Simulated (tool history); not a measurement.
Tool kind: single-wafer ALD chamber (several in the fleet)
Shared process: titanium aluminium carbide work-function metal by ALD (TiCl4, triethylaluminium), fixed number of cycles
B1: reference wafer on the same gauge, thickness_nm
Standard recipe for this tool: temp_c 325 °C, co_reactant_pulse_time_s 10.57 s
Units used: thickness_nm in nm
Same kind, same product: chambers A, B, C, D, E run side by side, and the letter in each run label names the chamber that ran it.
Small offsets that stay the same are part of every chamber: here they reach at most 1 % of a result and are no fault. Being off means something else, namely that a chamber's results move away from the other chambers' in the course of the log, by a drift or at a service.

Run 1D, day 0.429: usual settings; B1 2.559. Result: thickness_nm 2.2413 nm.
Run 2E, day 0.792: usual settings; B1 2.5593. Result: thickness_nm 2.2147 nm.
At day 1.067: chamber C: triethylaluminium bottle replaced.
Run 3A, day 1.175: usual settings; B1 2.559. Result: thickness_nm 2.2248 nm.
Run 4B, day 1.538: usual settings; B1 2.5579. Result: thickness_nm 2.2183 nm.
Run 5C, day 1.888: usual settings; B1 2.5577. Result: thickness_nm 2.225 nm.
Run 6D, day 2.183: usual settings; B1 2.5584. Result: thickness_nm 2.2354 nm.
Run 7B, day 2.617: usual settings; B1 2.5572. Result: thickness_nm 2.2191 nm.
Run 8E, day 3.038: usual settings but co_reactant_pulse_time_s 7.54 s; B1 2.5563. Result: thickness_nm 2.1 nm.
Run 9C, day 3.433: usual settings but co_reactant_pulse_time_s 7.54 s; B1 2.5562. Result: thickness_nm 2.1127 nm.
Run 10A, day 3.746: usual settings but co_reactant_pulse_time_s 7.54 s; B1 2.5563. Result: thickness_nm 2.1103 nm.
Run 11E, day 4.133: usual settings but co_reactant_pulse_time_s 7.54 s; B1 2.556. Result: thickness_nm 2.0979 nm.
Run 12B, day 4.433: usual settings but co_reactant_pulse_time_s 7.54 s; B1 2.5549. Result: thickness_nm 2.1036 nm.
Run 13C, day 4.688: usual settings; B1 2.5548. Result: thickness_nm 2.2275 nm.
Run 14A, day 4.933: usual settings; B1 2.555. Result: thickness_nm 2.2165 nm.
At day 4.954: chamber B: thermocouple changed; heater temperature recalibrated.
Run 15D, day 5.267: usual settings; B1 2.5539. Result: thickness_nm 2.2363 nm.
Run 16B, day 5.629: usual settings; B1 2.5547. Result: thickness_nm 2.2151 nm.
Run 17E, day 5.846: usual settings; B1 2.5545. Result: thickness_nm 2.208 nm.
Run 18C, day 6.183: usual settings; B1 2.553. Result: thickness_nm 2.2242 nm.
Run 19A, day 6.562: usual settings; B1 2.5538. Result: thickness_nm 2.2159 nm.
Run 20D, day 6.967: usual settings; B1 2.553. Result: thickness_nm 2.2347 nm.
Run 21C, day 7.267: usual settings; B1 2.5525. Result: thickness_nm 2.2179 nm.
Run 22A, day 7.533: usual settings; B1 2.5523. Result: thickness_nm 2.2152 nm.
Run 23E, day 7.842: usual settings; B1 2.552. Result: thickness_nm 2.2118 nm.
Run 24B, day 8.162: usual settings but temp_c 320 °C, co_reactant_pulse_time_s 8.31 s; B1 2.5516. Result: thickness_nm 2.097 nm.
Run 25D, day 8.412: usual settings but temp_c 320 °C, co_reactant_pulse_time_s 8.31 s; B1 2.5509. Result: thickness_nm 2.1117 nm.
Run 26C, day 8.708: usual settings but temp_c 320 °C, co_reactant_pulse_time_s 8.31 s; B1 2.5507. Result: thickness_nm 2.1084 nm.
Run 27A, day 8.971: usual settings but temp_c 320 °C, co_reactant_pulse_time_s 8.31 s; B1 2.5507. Result: thickness_nm 2.0983 nm.
Run 28E, day 9.2: usual settings but temp_c 320 °C, co_reactant_pulse_time_s 8.31 s; B1 2.5505. Result: thickness_nm 2.0947 nm.
Run 29B, day 9.6: usual settings; B1 2.5501. Result: thickness_nm 2.211 nm.
Run 30D, day 10.017: usual settings; B1 2.5499. Result: thickness_nm 2.2358 nm.
Run 31B, day 10.275: usual settings; B1 2.549. Result: thickness_nm 2.2104 nm.
Run 32A, day 10.671: usual settings; B1 2.5495. Result: thickness_nm 2.2136 nm.
Run 33C, day 10.933: usual settings; B1 2.5487. Result: thickness_nm 2.2162 nm.

The same settings go to every chamber for the next run, one line per chamber below. Forecast the results for each:
Run 34A, day 11.242: usual settings but co_reactant_pulse_time_s 8.54 s. Result: thickness_nm ?.
Run 34B, day 11.242: usual settings but co_reactant_pulse_time_s 8.54 s. Result: thickness_nm ?.
Run 34C, day 11.242: usual settings but co_reactant_pulse_time_s 8.54 s. Result: thickness_nm ?.
Run 34D, day 11.242: usual settings but co_reactant_pulse_time_s 8.54 s. Result: thickness_nm ?.
Run 34E, day 11.242: usual settings but co_reactant_pulse_time_s 8.54 s. Result: thickness_nm ?.

run  thickness_nm
34A        2.1489
34B        2.1492
34C        2.1554
34D        2.1659
34E        2.1429
